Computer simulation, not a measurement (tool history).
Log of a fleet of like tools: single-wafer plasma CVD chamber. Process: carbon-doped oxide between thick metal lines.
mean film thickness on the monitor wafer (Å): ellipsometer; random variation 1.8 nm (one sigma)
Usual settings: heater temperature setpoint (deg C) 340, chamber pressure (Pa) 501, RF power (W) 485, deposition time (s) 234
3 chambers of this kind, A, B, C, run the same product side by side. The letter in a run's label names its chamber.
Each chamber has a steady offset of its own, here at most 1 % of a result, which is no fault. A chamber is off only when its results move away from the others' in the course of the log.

run   hour  heater temperature setpoint (deg C)  chamber pressure (Pa)  RF power (W)  deposition time (s)  hours since the last thermocouple change  hours since the last RF generator calibration  hours since the last manometer calibration  read-back reference wafer on the same gauge, thickness_nm  mean film thickness on the monitor wafer (Å)
 1C    2.2                                  340                    501           485                  234                                    1965.9                                          292.0                                       872.3                                                     1270.2                                         11453
 2B    4.5                                  340                    501           485                  234                                    1610.8                                         1884.9                                       484.9                                                     1269.4                                         11310
 3A    7.7                                  340                    501           485                  234                                     870.9                                          655.3                                       534.6                                                     1270.6                                         11311
 4B   12.0                                  340                    501           485                  234                                    1618.3                                         1892.4                                       492.4                                                     1271.0                                         11317
 5A   14.4                                  340                    501           485                  234                                     877.6                                          662.0                                       541.3                                                     1270.9                                         11293
 6C   16.9                                  340                    501           485                  234                                    1980.6                                          306.7                                       887.0                                                     1270.8                                         11456
 7A   19.5                                  340                    501           485                  234                                     882.7                                          667.1                                       546.4                                                     1271.8                                         11291
 8C   23.5                                  349                    501           485                  234                                    1987.2                                          313.3                                       893.6                                                     1272.0                                         11184
 9B   25.5                                  349                    501           485                  234                                    1631.8                                         1905.9                                       505.9                                                     1271.6                                         11065
10B   28.6                                  349                    501           485                  234                                    1634.9                                         1909.0                                       509.0                                                     1272.0                                         11116
11A   32.9                                  340                    501           485                  234                                     896.1                                          680.5                                       559.8                                                     1272.5                                         11296
12C   35.6                                  340                    501           485                  234                                    1999.3                                          325.4                                       905.7                                                     1272.2                                         11484
13C   38.9                                  340                    501           485                  234                                    2002.6                                          328.7                                       909.0                                                     1272.1                                         11446
14B   41.5                                  340                    501           485                  234                                    1647.8                                         1921.9                                       521.9                                                     1272.6                                         11348
15A   44.8                                  340                    501           485                  234                                     908.0                                          692.4                                       571.7                                                     1273.0                                         11279
16C   48.9                                  340                    501           485                  234                                    2012.6                                          338.7                                       919.0                                                     1273.0                                         11479
17B   52.0                                  340                    501           485                  234                                    1658.3                                         1932.4                                       532.4                                                     1273.4                                         11371
18A   54.4                                  340                    501           485                  234                                     917.6                                          702.0                                       581.3                                                     1273.7                                         11317
19B   56.8                                  340                    501           485                  234                                    1663.1                                         1937.2                                       537.2                                                     1273.7                                         11351
20A   60.2                                  340                    501           485                  234                                     923.4                                          707.8                                       587.1                                                     1274.2                                         11307
21C   62.2                                  340                    501           485                  234                                    2025.9                                          352.0                                       932.3                                                     1274.1                                         11472
22B   64.5                                  340                    501           485                  234                                    1670.8                                         1944.9                                       544.9                                                     1274.3                                         11326
23A   67.1                                  340                    501           485                  234                                     930.3                                          714.7                                       594.0                                                     1273.9                                         11322
24C   70.0                                  340                    501           485                  234                                    2033.7                                          359.8                                       940.1                                                     1274.7                                         11522
25A   73.6                                  340                    501           485                  234                                     936.8                                          721.2                                       600.5                                                     1274.8                                         11343
26C   76.5                                  340                    501           485                  234                                    2040.2                                          366.3                                       946.6                                                     1275.7                                         11512
27B   79.7                                  340                    501           485                  234                                    1686.0                                         1960.1                                       560.1                                                     1275.1                                         11379
28C   82.2                                  340                    501           485                  234                                    2045.9                                          372.0                                       952.3                                                     1275.2                                         11519
29A   86.1                                  340                    501           485                  234                                     949.3                                          733.7                                       613.0                                                     1275.6                                         11350
30B   90.1                                  340                    501           485                  234                                    1696.4                                         1970.5                                       570.5                                                     1276.0                                         11356
31C   92.1                                  340                    501           485                  234                                    2055.8                                          381.9                                       962.2                                                     1275.9                                         11508
32A   95.8                                  340                    501           485                  234                                     959.0                                          743.4                                       622.7                                                     1276.5                                         11325
33B   98.8                                  340                    501           485                  234                                    1705.1                                         1979.2                                       579.2                                                     1276.6                                         11391
34C  102.5                                  340                    501           485                  234                                    2066.2                                          392.3                                       972.6                                                     1276.7                                         11538
35A  106.3                                  340                    501           485                  234                                     969.5                                          753.9                                       633.2                                                     1277.0                                         11341
36B  110.6                                  340                    501           485                  234                                    1716.9                                         1991.0                                       591.0                                                     1277.1                                         11377
37B  114.3                                  340                    501           485                  234                                    1720.6                                         1994.7                                       594.7                                                     1277.5                                         11407
38A  117.0                                  340                    501           485                  234                                     980.2                                          764.6                                       643.9                                                     1278.2                                         11365
39C  121.1                                  340                    501           485                  234                                    2084.8                                          410.9                                       991.2                                                     1278.7                                         11506
40A  124.7                                  340                    501           485                  234                                     987.9                                          772.3                                       651.6                                                     1277.9                                         11350

Next, every chamber runs the same settings. What will each give?
41A  127.9                                  327                    501           485                  234                                                                                                                                                                                                                                             ?
41B  127.9                                  327                    501           485                  234                                                                                                                                                                                                                                             ?
41C  127.9                                  327                    501           485                  234                                                                                                                                                                                                                                             ?

run  mean film thickness on the monitor wafer (Å)
41A                                         11835
41B                                         11870
41C                                         11962
